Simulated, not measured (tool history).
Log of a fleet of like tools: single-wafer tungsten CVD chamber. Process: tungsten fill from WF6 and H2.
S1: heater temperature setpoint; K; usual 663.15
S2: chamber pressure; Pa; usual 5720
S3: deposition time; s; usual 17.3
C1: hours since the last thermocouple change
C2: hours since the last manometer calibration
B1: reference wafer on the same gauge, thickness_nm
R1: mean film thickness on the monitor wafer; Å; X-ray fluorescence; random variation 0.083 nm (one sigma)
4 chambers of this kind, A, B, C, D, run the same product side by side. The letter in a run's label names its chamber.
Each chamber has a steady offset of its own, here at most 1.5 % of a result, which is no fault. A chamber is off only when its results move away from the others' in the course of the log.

run,hour,S1,S2,S3,C1,C2,B1,R1
1C,5.4,663.15,5720,17.3,145.9,174.2,59,497.41
2D,10,663.15,5720,17.3,1050.8,752.1,59.03,495.61
3A,19.1,663.15,5720,17.3,87,600.8,59.032,492.55
4B,25.5,663.15,5720,17.3,1580.4,1865.8,59.056,490.69
5A,30.1,663.15,5720,17.3,98,611.8,59.059,492.74
6C,34.3,663.15,5720,17.3,174.8,203.1,59.089,496.85
7B,42.6,663.15,5720,17.3,1597.5,1882.9,59.083,491.5
8D,48.7,663.15,5720,17.3,1089.5,790.8,59.108,493.22
9B,55.4,672.15,5720,15.9,1610.3,1895.7,59.102,534.85
10D,63.7,672.15,5720,15.9,1104.5,805.8,59.131,536.65
11C,73,672.15,5720,15.9,213.5,241.8,59.161,540.85
12A,80.4,672.15,5720,15.9,148.3,662.1,59.169,539.14
13B,88,663.15,7026,19.5,1642.9,1928.3,59.184,609.64
14C,95.5,663.15,7026,19.5,236,264.3,59.227,618.58
15D,102.1,663.15,7026,19.5,1142.9,844.2,59.179,613.04
16A,109.8,663.15,7026,19.5,177.7,691.5,59.206,614.22
17C,115.1,663.15,5720,17.3,255.6,283.9,59.215,498.28
# hour 116.9: chamber D: capacitance manometer re-zeroed and calibrated
18B,120.9,663.15,5720,17.3,1675.8,1961.2,59.246,492.41
19D,126.4,663.15,5720,17.3,1167.2,9.6,59.265,494.17
20A,134.6,663.15,5720,17.3,202.5,716.3,59.287,494.98
21B,141.5,663.15,5720,17.3,1696.4,1981.8,59.316,492.49
22A,145.9,663.15,5720,17.3,213.8,727.6,59.283,494.33
23D,152.7,658.15,5720,17.3,1193.5,35.9,59.329,451.08
24C,162,658.15,5720,17.3,302.5,330.8,59.329,453.27
25D,167.1,658.15,5720,17.3,1207.9,50.3,59.361,449.68
26B,176.2,658.15,5720,17.3,1731.1,2016.5,59.354,445.74
27A,184.5,663.15,5720,17.3,252.4,766.2,59.374,496.66
28C,189.8,663.15,5720,17.3,330.3,358.6,59.366,499.74
29C,198.9,663.15,5720,17.3,339.4,367.7,59.399,499.27

Next, every chamber runs the same settings. What will each give?
30A,205.7,663.15,5720,17.3,,,,?
30B,205.7,663.15,5720,17.3,,,,?
30C,205.7,663.15,5720,17.3,,,,?
30D,205.7,663.15,5720,17.3,,,,?

run,R1
30A,497.22
30B,492.41
30C,500.92
30D,496.42
